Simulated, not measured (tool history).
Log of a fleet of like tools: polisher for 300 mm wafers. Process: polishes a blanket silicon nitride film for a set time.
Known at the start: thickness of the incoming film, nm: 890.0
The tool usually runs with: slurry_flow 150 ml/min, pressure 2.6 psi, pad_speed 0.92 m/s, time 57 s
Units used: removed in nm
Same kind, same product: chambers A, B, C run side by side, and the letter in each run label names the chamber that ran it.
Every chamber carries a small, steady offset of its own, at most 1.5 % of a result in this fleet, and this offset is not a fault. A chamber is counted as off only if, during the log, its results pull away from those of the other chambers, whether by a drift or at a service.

{"day": 0.046, "done": "chamber A: worn pad replaced by a new one"}
{"run": "1C", "day": 0.204, "slurry_flow": 150, "pressure": 2.6, "pad_speed": 0.92, "time": 57, "removed": 62.384}
{"day": 0.254, "done": "chamber B: worn pad replaced by a new one"}
{"run": "2B", "day": 0.367, "slurry_flow": 150, "pressure": 2.6, "pad_speed": 0.92, "time": 57, "removed": 63.375}
{"run": "3A", "day": 0.488, "slurry_flow": 150, "pressure": 2.6, "pad_speed": 0.92, "time": 57, "removed": 63.011}
{"run": "4B", "day": 0.604, "slurry_flow": 150, "pressure": 2.6, "pad_speed": 0.92, "time": 57, "removed": 64.101}
{"run": "5A", "day": 0.75, "slurry_flow": 150, "pressure": 2.6, "pad_speed": 0.92, "time": 57, "removed": 63.307}
{"day": 0.833, "done": "chamber A: slurry nozzle cleaned"}
{"run": "6C", "day": 0.896, "slurry_flow": 150, "pressure": 2.6, "pad_speed": 0.92, "time": 57, "removed": 62.524}
{"run": "7C", "day": 1.112, "slurry_flow": 150, "pressure": 2.6, "pad_speed": 0.92, "time": 57, "removed": 60.608}
{"run": "8B", "day": 1.338, "slurry_flow": 120, "pressure": 2.6, "pad_speed": 0.92, "time": 57, "removed": 61.039}
{"run": "9A", "day": 1.442, "slurry_flow": 120, "pressure": 2.6, "pad_speed": 0.92, "time": 57, "removed": 60.043}
{"run": "10C", "day": 1.592, "slurry_flow": 120, "pressure": 2.6, "pad_speed": 0.92, "time": 57, "removed": 58.519}
{"run": "11B", "day": 1.775, "slurry_flow": 150, "pressure": 2.6, "pad_speed": 0.92, "time": 57, "removed": 63.438}
{"run": "12A", "day": 1.883, "slurry_flow": 150, "pressure": 2.6, "pad_speed": 0.92, "time": 57, "removed": 63.36}
{"run": "13C", "day": 2.033, "slurry_flow": 150, "pressure": 2.6, "pad_speed": 0.82, "time": 57, "removed": 55.069}
{"run": "14B", "day": 2.225, "slurry_flow": 150, "pressure": 2.6, "pad_speed": 0.82, "time": 57, "removed": 58.047}
{"run": "15A", "day": 2.433, "slurry_flow": 150, "pressure": 2.6, "pad_speed": 0.82, "time": 57, "removed": 57.852}
{"run": "16B", "day": 2.621, "slurry_flow": 150, "pressure": 2.6, "pad_speed": 0.92, "time": 57, "removed": 63.076}
{"run": "17A", "day": 2.762, "slurry_flow": 150, "pressure": 2.6, "pad_speed": 0.92, "time": 57, "removed": 62.739}
{"run": "18C", "day": 2.958, "slurry_flow": 150, "pressure": 2.6, "pad_speed": 0.68, "time": 72, "removed": 56.919}
{"run": "19C", "day": 3.183, "slurry_flow": 150, "pressure": 2.6, "pad_speed": 0.68, "time": 72, "removed": 56.354}
{"run": "20A", "day": 3.375, "slurry_flow": 150, "pressure": 2.6, "pad_speed": 0.68, "time": 72, "removed": 62.576}

Read the log: is a single chamber off, either drifting away or since a service, is the gauge that measures every chamber drifting, or is nothing wrong beyond small per-chamber offsets? Name any odd chamber and what most likely caused it.

One chamber, C, drifts off from the rest bit by bit.
Cause: removal rate lost through wear of the pad, % = 9.78.
From this log alone, it may not be told apart from: slurry flow missing at the pad, %; head's pressure below its setpoint, %.

Here are 4 candidates for chamber C's next run, each the usual settings with a change, their results left as question marks. Which one brings its results back in line with what the others give on the usual settings?
Maximum distance from the other chambers' mean on the usual settings for a result to count as in line: removed 1.6 nm
{"run": "21C-1", "day": 3.546, "slurry_flow": 150, "pressure": 2.5, "pad_speed": 0.88, "time": 55, "removed": "?"}
{"run": "21C-2", "day": 3.546, "slurry_flow": 150, "pressure": 2.6, "pad_speed": 0.96, "time": 59, "removed": "?"}
{"run": "21C-3", "day": 3.546, "slurry_flow": 150, "pressure": 2.5, "pad_speed": 0.9, "time": 56, "removed": "?"}
{"run": "21C-4", "day": 3.546, "slurry_flow": 150, "pressure": 2.7, "pad_speed": 0.96, "time": 59, "removed": "?"}

Other chambers, usual settings, mean: removed 63.195 nm
run=21C-1 removed=50.622
run=21C-2 removed=60.557
run=21C-3 removed=52.488
run=21C-4 removed=62.852
21C-4 puts the chamber back in line with the other chambers.
